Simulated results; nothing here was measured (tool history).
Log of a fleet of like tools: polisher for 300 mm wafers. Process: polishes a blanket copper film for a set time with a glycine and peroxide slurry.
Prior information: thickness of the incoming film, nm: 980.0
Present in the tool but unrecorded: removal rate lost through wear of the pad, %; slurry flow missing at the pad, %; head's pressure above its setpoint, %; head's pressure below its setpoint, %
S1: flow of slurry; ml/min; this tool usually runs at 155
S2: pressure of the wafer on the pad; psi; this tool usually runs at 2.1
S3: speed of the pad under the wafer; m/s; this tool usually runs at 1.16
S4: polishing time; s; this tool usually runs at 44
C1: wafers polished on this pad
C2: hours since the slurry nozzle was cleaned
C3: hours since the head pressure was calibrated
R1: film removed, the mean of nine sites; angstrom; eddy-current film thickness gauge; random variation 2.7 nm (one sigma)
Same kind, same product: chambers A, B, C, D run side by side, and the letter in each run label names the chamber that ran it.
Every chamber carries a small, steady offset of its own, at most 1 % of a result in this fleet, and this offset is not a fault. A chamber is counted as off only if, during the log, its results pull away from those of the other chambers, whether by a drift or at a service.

run,hour,S1,S2,S3,S4,C1,C2,C3,R1
# hour 2.7: chamber B: slurry nozzle cleaned
1D,7.8,155,2.1,1.16,44,1043,376.4,217.9,2201.7
# hour 10.0: chamber D: worn pad replaced by a new one
2C,18.7,155,2.1,1.16,44,409,322.2,134.9,2276.6
3A,29.2,155,2.1,1.16,44,650,154.3,129.2,2174.3
4B,36.6,155,2.1,1.16,44,419,34.0,662.0,2197.0
5B,42.9,110,2.1,1.16,44,466,40.3,668.3,2039.9
# hour 47.8: chamber A: worn pad replaced by a new one
# hour 48.0: chamber C: slurry nozzle cleaned
6A,51.5,110,2.1,1.16,44,28,176.6,151.5,2100.7
# hour 53.7: chamber D: slurry nozzle cleaned
7C,62.5,110,2.1,1.16,44,736,14.5,178.7,2130.1
8D,71.7,110,2.1,1.16,44,460,18.1,281.8,2061.5
9D,77.8,155,2.1,1.16,44,505,24.2,287.9,2190.4
# hour 78.3: chamber B: worn pad replaced by a new one
10C,88.1,155,2.1,1.16,44,927,40.1,204.3,2259.5
11B,98.4,155,2.1,1.16,44,150,95.8,723.8,2233.8
12A,107.1,155,2.1,0.88,44,442,232.2,207.1,1779.3
13B,112.3,155,2.1,0.88,44,253,109.7,737.7,1765.2
14C,120.1,155,2.1,0.88,44,1165,72.1,236.3,1815.6
15A,125.7,155,2.1,0.88,44,581,250.8,225.7,1785.9
16D,133.7,155,2.1,1.40,44,922,80.1,343.8,2600.8
17C,142.1,155,2.1,1.40,44,1329,94.1,258.3,2646.2
18B,150.2,155,2.1,1.40,44,536,147.6,775.6,2551.0
# hour 153.2: chamber A: worn pad replaced by a new one
19D,159.0,155,2.1,1.40,44,1111,105.4,369.1,2516.2
20A,169.8,155,2.1,1.16,44,123,294.9,269.8,2145.1
# hour 171.4: chamber B: worn pad replaced by a new one
21A,177.7,155,2.1,1.16,44,182,302.8,277.7,2199.1
# hour 178.9: chamber D: worn pad replaced by a new one
22D,187.4,155,2.1,1.16,44,63,133.8,397.5,2213.0
23C,198.1,155,2.1,1.16,44,1747,150.1,314.3,2115.2
24B,208.6,155,2.1,1.16,44,277,206.0,834.0,2190.8
25D,216.7,155,2.5,1.16,44,281,163.1,426.8,2513.7
26C,225.4,155,2.5,1.16,44,1950,177.4,341.6,2486.7
# hour 227.1: chamber B: head pressure recalibrated
27A,235.1,155,2.5,1.16,44,610,360.2,335.1,2574.4
28B,247.2,155,2.5,1.16,44,565,244.6,20.2,2553.5
# hour 247.7: chamber A: slurry nozzle cleaned
29C,256.7,155,2.1,1.16,44,2183,208.7,372.9,2115.3
30D,266.2,155,2.1,1.16,44,650,212.6,476.3,2229.2
# hour 267.4: chamber A: worn pad replaced by a new one
# hour 270.8: chamber B: worn pad replaced by a new one
31B,274.9,155,2.1,1.16,44,31,272.3,47.9,2241.5
32A,286.2,155,2.1,1.16,44,140,38.6,386.2,2219.9

The same settings go to every chamber for the next run, one line per chamber below. Forecast the results for each:
33A,294.8,155,2.1,1.16,44,,,,?
33B,294.8,155,2.1,1.16,44,,,,?
33C,294.8,155,2.1,1.16,44,,,,?
33D,294.8,155,2.1,1.16,44,,,,?

run,R1
33A,2198.0
33B,2194.9
33C,2116.5
33D,2216.3
